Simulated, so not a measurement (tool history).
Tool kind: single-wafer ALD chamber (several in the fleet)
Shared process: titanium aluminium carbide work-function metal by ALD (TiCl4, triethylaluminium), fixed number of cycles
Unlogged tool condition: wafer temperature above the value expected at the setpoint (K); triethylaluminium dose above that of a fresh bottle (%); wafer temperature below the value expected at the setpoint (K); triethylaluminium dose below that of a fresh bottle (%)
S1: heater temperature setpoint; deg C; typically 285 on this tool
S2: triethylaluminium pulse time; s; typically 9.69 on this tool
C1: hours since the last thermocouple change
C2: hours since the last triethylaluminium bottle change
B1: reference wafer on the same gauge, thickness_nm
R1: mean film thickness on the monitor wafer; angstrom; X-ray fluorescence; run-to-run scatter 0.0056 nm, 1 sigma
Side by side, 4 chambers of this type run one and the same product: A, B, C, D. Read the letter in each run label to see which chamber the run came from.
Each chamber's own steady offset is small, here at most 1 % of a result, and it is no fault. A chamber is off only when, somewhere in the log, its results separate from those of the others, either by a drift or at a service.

| run | hour | S1 | S2 | C1 | C2 | B1 | R1 |
|---|---|---|---|---|---|---|---|
| 1A | 11.8 | 285 | 9.69 | 1917.0 | 465.7 | 1.7496 | 18.688 |
| 2C | 23.8 | 285 | 9.69 | 706.8 | 124.3 | 1.7502 | 18.737 |
| 3D | 35.4 | 285 | 9.69 | 1724.6 | 562.8 | 1.7498 | 18.757 |
| 4B | 42.5 | 285 | 9.69 | 544.5 | 976.5 | 1.7492 | 18.674 |
| 5B | 49.9 | 285 | 9.69 | 551.9 | 983.9 | 1.7501 | 18.595 |
| 6A | 56.3 | 285 | 9.69 | 1961.5 | 510.2 | 1.7499 | 18.685 |
| 7D | 68.2 | 285 | 9.69 | 1757.4 | 595.6 | 1.7492 | 18.890 |
| 8C | 74.5 | 285 | 9.69 | 757.5 | 175.0 | 1.7502 | 18.734 |
| 9A | 83.5 | 285 | 9.69 | 1988.7 | 537.4 | 1.7499 | 18.562 |
| 10B | 90.9 | 285 | 9.69 | 592.9 | 1024.9 | 1.7498 | 18.561 |
| 11C | 97.5 | 285 | 9.69 | 780.5 | 198.0 | 1.7495 | 18.672 |
| 12D | 109.8 | 285 | 9.69 | 1799.0 | 637.2 | 1.7508 | 18.803 |
| 13B | 117.6 | 285 | 9.69 | 619.6 | 1051.6 | 1.7497 | 18.493 |
| 14C | 124.9 | 274 | 11.23 | 807.9 | 225.4 | 1.7499 | 17.978 |
| 15D | 133.7 | 274 | 11.23 | 1822.9 | 661.1 | 1.7504 | 18.211 |
| 16A | 141.3 | 274 | 11.23 | 2046.5 | 595.2 | 1.7502 | 17.986 |
| 17C | 151.9 | 274 | 11.23 | 834.9 | 252.4 | 1.7494 | 17.895 |
| 18A | 158.9 | 285 | 9.69 | 2064.1 | 612.8 | 1.7498 | 18.671 |
| 19D | 168.9 | 285 | 9.69 | 1858.1 | 696.3 | 1.7492 | 18.707 |
| 20B | 177.5 | 285 | 9.69 | 679.5 | 1111.5 | 1.7508 | 18.680 |
| 21D | 187.1 | 285 | 9.69 | 1876.3 | 714.5 | 1.7485 | 18.771 |
|  | 190.1 | chamber A: triethylaluminium bottle replaced |
| 22B | 193.5 | 285 | 9.69 | 695.5 | 1127.5 | 1.7489 | 18.669 |
| 23A | 205.1 | 285 | 9.69 | 2110.3 | 15.1 | 1.7505 | 18.687 |
| 24C | 218.9 | 285 | 9.69 | 901.9 | 319.4 | 1.7510 | 18.549 |
|  | 225.1 | chamber D: thermocouple changed; heater temperature recalibrated |
| 25A | 227.7 | 285 | 9.69 | 2132.9 | 37.7 | 1.7487 | 18.625 |
| 26B | 239.1 | 285 | 9.69 | 741.1 | 1173.1 | 1.7499 | 18.666 |
| 27C | 245.6 | 285 | 9.69 | 928.6 | 346.1 | 1.7514 | 18.597 |
| 28D | 254.3 | 285 | 9.69 | 29.2 | 781.7 | 1.7504 | 18.750 |
| 29A | 260.8 | 285 | 9.69 | 2166.0 | 70.8 | 1.7506 | 18.713 |
| 30D | 273.6 | 285 | 9.69 | 48.5 | 801.0 | 1.7496 | 18.685 |
| 31B | 284.2 | 285 | 9.69 | 786.2 | 1218.2 | 1.7488 | 18.652 |
| 32C | 293.8 | 285 | 9.69 | 976.8 | 394.3 | 1.7492 | 18.520 |
| 33D | 304.1 | 285 | 9.69 | 79.0 | 831.5 | 1.7490 | 18.747 |
| 34C | 315.1 | 285 | 9.69 | 998.1 | 415.6 | 1.7513 | 18.453 |
| 35B | 322.4 | 285 | 9.69 | 824.4 | 1256.4 | 1.7500 | 18.673 |
| 36A | 336.0 | 285 | 8.35 | 2241.2 | 146.0 | 1.7510 | 18.273 |
| 37A | 349.5 | 285 | 8.35 | 2254.7 | 159.5 | 1.7481 | 18.255 |
|  | 351.5 | chamber D: triethylaluminium bottle replaced |
| 38D | 355.6 | 285 | 8.35 | 130.5 | 4.1 | 1.7482 | 18.464 |
| 39C | 363.4 | 285 | 8.35 | 1046.4 | 463.9 | 1.7493 | 17.959 |
| 40B | 375.5 | 285 | 9.69 | 877.5 | 1309.5 | 1.7509 | 18.687 |
| 41B | 389.8 | 285 | 9.69 | 891.8 | 1323.8 | 1.7517 | 18.706 |

Has any chamber moved away from the others, gradually or after a service, or does the common gauge drift, or do the chambers differ only by their own small steady offsets? State the chamber and the most likely cause if one applies.

Chamber C drifts away from the others.
What lies behind it: wafer temperature below the value expected at the setpoint (K) = 5.45.
From this log alone, it may not be told apart from: triethylaluminium dose below that of a fresh bottle (%).

Which of the 4 candidates below, each the usual settings with something changed and its results left as question marks, puts chamber C back in line with what the other chambers give on the usual settings?
In line means no further than this from the other chambers' mean on the usual settings: R1 0.200 angstrom
| 42C-1 | 400.1 | 282 | 9.16 |  |  |  | ? |
| 42C-2 | 400.1 | 280 | 8.79 |  |  |  | ? |
| 42C-3 | 400.1 | 288 | 10.22 |  |  |  | ? |
| 42C-4 | 400.1 | 293 | 9.69 |  |  |  | ? |

What the other chambers average on the usual settings: R1 18.692 angstrom
| run | R1 |
|---|---|
| 42C-1 | 17.919 |
| 42C-2 | 17.643 |
| 42C-3 | 18.678 |
| 42C-4 | 18.993 |
Change 42C-3 lands the chamber within the allowed miss of the other chambers.
